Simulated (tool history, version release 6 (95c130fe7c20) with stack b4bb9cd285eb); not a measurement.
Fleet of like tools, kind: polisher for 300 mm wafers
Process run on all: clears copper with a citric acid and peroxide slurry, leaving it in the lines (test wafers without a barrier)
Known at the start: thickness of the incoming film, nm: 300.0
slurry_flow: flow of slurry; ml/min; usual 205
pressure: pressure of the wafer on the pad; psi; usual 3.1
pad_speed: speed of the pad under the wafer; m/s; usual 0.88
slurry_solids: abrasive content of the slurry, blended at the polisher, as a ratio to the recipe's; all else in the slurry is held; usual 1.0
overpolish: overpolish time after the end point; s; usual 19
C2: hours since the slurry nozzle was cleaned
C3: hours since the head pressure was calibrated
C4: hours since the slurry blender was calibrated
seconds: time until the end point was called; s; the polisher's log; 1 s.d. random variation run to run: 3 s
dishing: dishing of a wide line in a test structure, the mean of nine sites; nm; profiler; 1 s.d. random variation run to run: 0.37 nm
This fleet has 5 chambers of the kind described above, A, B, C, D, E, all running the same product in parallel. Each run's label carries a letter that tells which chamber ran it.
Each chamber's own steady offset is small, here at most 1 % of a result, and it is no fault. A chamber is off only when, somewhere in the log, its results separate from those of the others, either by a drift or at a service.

{"hour": 2.7, "done": "chamber A: slurry nozzle cleaned"}
{"run": "1B", "hour": 9.8, "slurry_flow": 205, "pressure": 3.1, "pad_speed": 0.88, "slurry_solids": 1.0, "overpolish": 19, "wafers polished on this pad": 523, "C2": 515.8, "C3": 73.7, "C4": 137.8, "seconds": 166.21, "dishing": 24.32}
{"run": "2D", "hour": 19.5, "slurry_flow": 205, "pressure": 3.1, "pad_speed": 0.88, "slurry_solids": 1.0, "overpolish": 19, "wafers polished on this pad": 1031, "C2": 521.3, "C3": 460.4, "C4": 64.1, "seconds": 170.35, "dishing": 24.46}
{"run": "3C", "hour": 28.6, "slurry_flow": 205, "pressure": 3.1, "pad_speed": 0.88, "slurry_solids": 1.0, "overpolish": 19, "wafers polished on this pad": 803, "C2": 358.4, "C3": 680.3, "C4": 115.8, "seconds": 172.24, "dishing": 24.098}
{"hour": 29.5, "done": "chamber C: worn pad replaced by a new one"}
{"hour": 32.7, "done": "chamber D: worn pad replaced by a new one"}
{"run": "4A", "hour": 39.7, "slurry_flow": 205, "pressure": 3.1, "pad_speed": 0.88, "slurry_solids": 1.0, "overpolish": 19, "wafers polished on this pad": 808, "C2": 37.0, "C3": 163.4, "C4": 509.7, "seconds": 167.34, "dishing": 24.249}
{"run": "5E", "hour": 48.6, "slurry_flow": 205, "pressure": 3.1, "pad_speed": 0.88, "slurry_solids": 1.0, "overpolish": 19, "wafers polished on this pad": 529, "C2": 500.5, "C3": 381.1, "C4": 176.9, "seconds": 174.09, "dishing": 24.151}
{"run": "6B", "hour": 54.0, "slurry_flow": 205, "pressure": 3.1, "pad_speed": 0.88, "slurry_solids": 1.0, "overpolish": 19, "wafers polished on this pad": 717, "C2": 560.0, "C3": 117.9, "C4": 182.0, "seconds": 167.26, "dishing": 23.7}
{"hour": 54.6, "done": "chamber C: slurry nozzle cleaned"}
{"hour": 62.0, "done": "chamber A: slurry blender recalibrated"}
{"run": "7C", "hour": 62.9, "slurry_flow": 205, "pressure": 3.1, "pad_speed": 0.88, "slurry_solids": 1.0, "overpolish": 19, "wafers polished on this pad": 146, "C2": 8.3, "C3": 714.6, "C4": 150.1, "seconds": 171.86, "dishing": 23.885}
{"run": "8E", "hour": 69.1, "slurry_flow": 205, "pressure": 3.1, "pad_speed": 0.88, "slurry_solids": 1.0, "overpolish": 19, "wafers polished on this pad": 619, "C2": 521.0, "C3": 401.6, "C4": 197.4, "seconds": 168.73, "dishing": 24.122}
{"run": "9A", "hour": 75.5, "slurry_flow": 205, "pressure": 3.1, "pad_speed": 0.88, "slurry_solids": 1.0, "overpolish": 19, "wafers polished on this pad": 966, "C2": 72.8, "C3": 199.2, "C4": 13.6, "seconds": 166.68, "dishing": 24.282}
{"run": "10D", "hour": 83.5, "slurry_flow": 205, "pressure": 3.1, "pad_speed": 0.88, "slurry_solids": 1.0, "overpolish": 19, "wafers polished on this pad": 223, "C2": 585.3, "C3": 524.4, "C4": 128.1, "seconds": 169.22, "dishing": 24.341}
{"run": "11C", "hour": 89.0, "slurry_flow": 205, "pressure": 3.1, "pad_speed": 0.88, "slurry_solids": 1.0, "overpolish": 19, "wafers polished on this pad": 261, "C2": 34.4, "C3": 740.7, "C4": 176.2, "seconds": 169.03, "dishing": 24.083}
{"hour": 94.5, "done": "chamber E: worn pad replaced by a new one"}
{"run": "12E", "hour": 96.9, "slurry_flow": 205, "pressure": 3.1, "pad_speed": 0.88, "slurry_solids": 1.0, "overpolish": 19, "wafers polished on this pad": 10, "C2": 548.8, "C3": 429.4, "C4": 225.2, "seconds": 170.03, "dishing": 24.511}
{"hour": 97.0, "done": "chamber A: worn pad replaced by a new one"}
{"run": "13B", "hour": 107.4, "slurry_flow": 205, "pressure": 3.1, "pad_speed": 0.88, "slurry_solids": 1.0, "overpolish": 19, "wafers polished on this pad": 952, "C2": 613.4, "C3": 171.3, "C4": 235.4, "seconds": 168.36, "dishing": 24.118}
{"hour": 113.3, "done": "chamber C: slurry blender recalibrated"}
{"run": "14A", "hour": 115.6, "slurry_flow": 205, "pressure": 3.1, "pad_speed": 0.88, "slurry_solids": 1.0, "overpolish": 19, "wafers polished on this pad": 81, "C2": 112.9, "C3": 239.3, "C4": 53.7, "seconds": 171.13, "dishing": 24.261}
{"hour": 118.6, "done": "chamber B: slurry blender recalibrated"}
{"run": "15D", "hour": 124.6, "slurry_flow": 205, "pressure": 3.1, "pad_speed": 0.88, "slurry_solids": 1.0, "overpolish": 19, "wafers polished on this pad": 404, "C2": 626.4, "C3": 565.5, "C4": 169.2, "seconds": 161.96, "dishing": 24.306}
{"run": "16A", "hour": 130.0, "slurry_flow": 205, "pressure": 3.1, "pad_speed": 0.88, "slurry_solids": 1.0, "overpolish": 19, "wafers polished on this pad": 145, "C2": 127.3, "C3": 253.7, "C4": 68.1, "seconds": 171.68, "dishing": 24.57}
{"run": "17D", "hour": 137.2, "slurry_flow": 205, "pressure": 3.1, "pad_speed": 0.88, "slurry_solids": 1.0, "overpolish": 19, "wafers polished on this pad": 459, "C2": 639.0, "C3": 578.1, "C4": 181.8, "seconds": 164.61, "dishing": 24.379}
{"run": "18B", "hour": 142.6, "slurry_flow": 205, "pressure": 3.1, "pad_speed": 0.88, "slurry_solids": 1.0, "overpolish": 19, "wafers polished on this pad": 1106, "C2": 648.6, "C3": 206.5, "C4": 24.0, "seconds": 171.97, "dishing": 24.532}
{"run": "19E", "hour": 149.8, "slurry_flow": 205, "pressure": 3.1, "pad_speed": 0.88, "slurry_solids": 1.0, "overpolish": 19, "wafers polished on this pad": 243, "C2": 601.7, "C3": 482.3, "C4": 278.1, "seconds": 170.31, "dishing": 24.586}
{"run": "20C", "hour": 158.7, "slurry_flow": 205, "pressure": 3.1, "pad_speed": 0.66, "slurry_solids": 1.0, "overpolish": 8, "wafers polished on this pad": 567, "C2": 104.1, "C3": 810.4, "C4": 45.5, "seconds": 228.27, "dishing": 8.171}
{"run": "21C", "hour": 165.7, "slurry_flow": 205, "pressure": 3.1, "pad_speed": 0.66, "slurry_solids": 1.0, "overpolish": 8, "wafers polished on this pad": 598, "C2": 111.1, "C3": 817.4, "C4": 52.5, "seconds": 221.15, "dishing": 8.3977}
{"run": "22A", "hour": 173.4, "slurry_flow": 205, "pressure": 3.1, "pad_speed": 0.66, "slurry_solids": 1.0, "overpolish": 8, "wafers polished on this pad": 335, "C2": 170.7, "C3": 297.1, "C4": 111.5, "seconds": 220.46, "dishing": 8.3625}
{"run": "23D", "hour": 178.5, "slurry_flow": 205, "pressure": 3.1, "pad_speed": 0.66, "slurry_solids": 1.0, "overpolish": 8, "wafers polished on this pad": 640, "C2": 680.3, "C3": 619.4, "C4": 223.1, "seconds": 224.98, "dishing": 8.2081}
{"hour": 180.4, "done": "chamber B: worn pad replaced by a new one"}
{"run": "24B", "hour": 183.9, "slurry_flow": 205, "pressure": 3.1, "pad_speed": 0.66, "slurry_solids": 1.0, "overpolish": 8, "wafers polished on this pad": 15, "C2": 689.9, "C3": 247.8, "C4": 65.3, "seconds": 222.15, "dishing": 8.0824}
{"hour": 185.2, "done": "chamber D: slurry nozzle cleaned"}
{"run": "25E", "hour": 189.6, "slurry_flow": 205, "pressure": 3.1, "pad_speed": 0.88, "slurry_solids": 1.0, "overpolish": 19, "wafers polished on this pad": 418, "C2": 641.5, "C3": 522.1, "C4": 317.9, "seconds": 173.99, "dishing": 24.595}
{"run": "26D", "hour": 199.0, "slurry_flow": 205, "pressure": 3.1, "pad_speed": 0.88, "slurry_solids": 1.0, "overpolish": 19, "wafers polished on this pad": 731, "C2": 13.9, "C3": 639.9, "C4": 243.6, "seconds": 172.34, "dishing": 23.465}
{"run": "27B", "hour": 205.7, "slurry_flow": 205, "pressure": 3.1, "pad_speed": 0.88, "slurry_solids": 1.0, "overpolish": 19, "wafers polished on this pad": 111, "C2": 711.7, "C3": 269.6, "C4": 87.1, "seconds": 163.73, "dishing": 24.234}
{"run": "28E", "hour": 215.3, "slurry_flow": 205, "pressure": 3.1, "pad_speed": 0.88, "slurry_solids": 1.0, "overpolish": 19, "wafers polished on this pad": 531, "C2": 667.2, "C3": 547.8, "C4": 343.6, "seconds": 175.18, "dishing": 24.527}
{"run": "29A", "hour": 225.9, "slurry_flow": 205, "pressure": 3.1, "pad_speed": 0.76, "slurry_solids": 1.0, "overpolish": 19, "wafers polished on this pad": 566, "C2": 223.2, "C3": 349.6, "C4": 164.0, "seconds": 198.14, "dishing": 21.354}
{"hour": 230.0, "done": "chamber E: slurry nozzle cleaned"}
{"hour": 231.4, "done": "chamber C: worn pad replaced by a new one"}
{"run": "30C", "hour": 231.8, "slurry_flow": 205, "pressure": 3.1, "pad_speed": 0.76, "slurry_solids": 1.0, "overpolish": 19, "wafers polished on this pad": 1, "C2": 177.2, "C3": 883.5, "C4": 118.6, "seconds": 197.32, "dishing": 21.075}
{"hour": 234.2, "done": "chamber D: slurry blender recalibrated"}
{"run": "31B", "hour": 237.8, "slurry_flow": 205, "pressure": 3.1, "pad_speed": 0.76, "slurry_solids": 1.0, "overpolish": 19, "wafers polished on this pad": 252, "C2": 743.8, "C3": 301.7, "C4": 119.2, "seconds": 195.46, "dishing": 21.137}
{"run": "32E", "hour": 244.6, "slurry_flow": 205, "pressure": 3.1, "pad_speed": 0.76, "slurry_solids": 1.0, "overpolish": 19, "wafers polished on this pad": 660, "C2": 14.7, "C3": 577.1, "C4": 372.9, "seconds": 202.22, "dishing": 21.509}
{"run": "33D", "hour": 252.3, "slurry_flow": 205, "pressure": 3.1, "pad_speed": 0.76, "slurry_solids": 1.0, "overpolish": 19, "wafers polished on this pad": 965, "C2": 67.2, "C3": 693.2, "C4": 18.1, "seconds": 191.0, "dishing": 20.937}
{"run": "34C", "hour": 260.0, "slurry_flow": 205, "pressure": 3.1, "pad_speed": 0.88, "slurry_solids": 1.1, "overpolish": 9, "wafers polished on this pad": 125, "C2": 205.4, "C3": 911.7, "C4": 146.8, "seconds": 166.23, "dishing": 12.446}
{"run": "35A", "hour": 266.0, "slurry_flow": 205, "pressure": 3.1, "pad_speed": 0.88, "slurry_solids": 1.1, "overpolish": 9, "wafers polished on this pad": 742, "C2": 263.3, "C3": 389.7, "C4": 204.1, "seconds": 160.94, "dishing": 12.31}
{"hour": 271.6, "done": "chamber B: head pressure recalibrated"}
{"run": "36B", "hour": 272.5, "slurry_flow": 205, "pressure": 3.1, "pad_speed": 0.88, "slurry_solids": 1.1, "overpolish": 9, "wafers polished on this pad": 405, "C2": 778.5, "C3": 1.0, "C4": 153.9, "seconds": 163.81, "dishing": 12.527}

Next, every chamber runs the same settings. What will each give?
{"run": "37A", "hour": 280.4, "slurry_flow": 205, "pressure": 3.1, "pad_speed": 0.88, "slurry_solids": 1.0, "overpolish": 19, "seconds": "?", "dishing": "?"}
{"run": "37B", "hour": 280.4, "slurry_flow": 205, "pressure": 3.1, "pad_speed": 0.88, "slurry_solids": 1.0, "overpolish": 19, "seconds": "?", "dishing": "?"}
{"run": "37C", "hour": 280.4, "slurry_flow": 205, "pressure": 3.1, "pad_speed": 0.88, "slurry_solids": 1.0, "overpolish": 19, "seconds": "?", "dishing": "?"}
{"run": "37D", "hour": 280.4, "slurry_flow": 205, "pressure": 3.1, "pad_speed": 0.88, "slurry_solids": 1.0, "overpolish": 19, "seconds": "?", "dishing": "?"}
{"run": "37E", "hour": 280.4, "slurry_flow": 205, "pressure": 3.1, "pad_speed": 0.88, "slurry_solids": 1.0, "overpolish": 19, "seconds": "?", "dishing": "?"}

run=37A seconds=169.70 dishing=24.2480
run=37B seconds=170.42 dishing=23.8020
run=37C seconds=166.08 dishing=24.4760
run=37D seconds=169.67 dishing=24.2640
run=37E seconds=170.74 dishing=24.6570
